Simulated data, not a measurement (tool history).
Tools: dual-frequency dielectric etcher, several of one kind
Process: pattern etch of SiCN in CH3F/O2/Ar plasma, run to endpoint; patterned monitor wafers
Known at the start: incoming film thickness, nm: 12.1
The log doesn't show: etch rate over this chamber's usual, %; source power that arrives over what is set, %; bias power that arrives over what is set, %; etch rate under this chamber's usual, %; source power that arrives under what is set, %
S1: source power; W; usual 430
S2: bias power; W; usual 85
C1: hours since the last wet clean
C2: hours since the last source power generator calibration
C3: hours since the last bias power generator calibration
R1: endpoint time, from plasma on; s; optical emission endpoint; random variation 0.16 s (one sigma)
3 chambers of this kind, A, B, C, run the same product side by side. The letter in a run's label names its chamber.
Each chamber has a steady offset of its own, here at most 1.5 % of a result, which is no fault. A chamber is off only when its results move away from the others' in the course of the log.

run	day	S1	S2	C1	C2	C3	R1
1C	0.329	430	85	121.7	1054.3	2521.3	29.131
2A	0.750	430	85	277.1	335.0	707.6	29.625
3B	1.029	430	85	25.1	1251.9	1753.8	29.472
4A	1.408	430	85	292.9	350.8	723.4	29.633
5B	2.017	430	85	48.8	1275.6	1777.5	29.613
6C	2.329	430	85	169.7	1102.3	2569.3	29.188
7C	2.708	430	85	178.8	1111.4	2578.4	29.125
8B	3.008	430	85	72.6	1299.4	1801.3	29.578
9A	3.596	430	85	345.4	403.3	775.9	29.476
10C	4.000	430	85	209.8	1142.4	2609.4	29.405
11A	4.338	430	85	363.2	421.1	793.7	29.387
12B	4.671	430	85	112.5	1339.3	1841.2	29.928
13C	4.971	430	85	233.1	1165.7	2632.7	28.951
14A	5.417	430	85	389.1	447.0	819.6	29.837
15B	5.783	430	85	139.2	1366.0	1867.9	29.687
16C	6.108	430	85	260.4	1193.0	2660.0	29.046
17A	6.725	430	85	420.5	478.4	851.0	29.450
18B	7.275	430	85	175.0	1401.8	1903.7	29.457
19A	7.612	480	101	441.8	499.7	872.3	26.252
20C	7.950	480	101	304.6	1237.2	2704.2	26.410
21B	8.317	480	101	200.0	1426.8	1928.7	26.621
22C	8.962	430	85	328.9	1261.5	2728.5	29.214
23A	9.450	430	85	485.9	543.8	916.4	29.794
24B	9.779	430	85	235.1	1461.9	1963.8	29.605
25A	10.321	430	85	506.8	564.7	937.3	29.364
26C	10.733	430	85	371.4	1304.0	2771.0	29.157
# day 11.021: chamber A: wet clean of the chamber
27B	11.171	430	85	268.5	1495.3	1997.2	29.831
28C	11.683	430	85	394.2	1326.8	2793.8	29.067
29A	11.996	430	85	23.5	604.9	977.5	29.576

Next, every chamber runs the same settings. What will each give?
30A	12.458	430	85				?
30B	12.458	430	85				?
30C	12.458	430	85				?

run	R1
30A	29.445
30B	29.575
30C	29.016
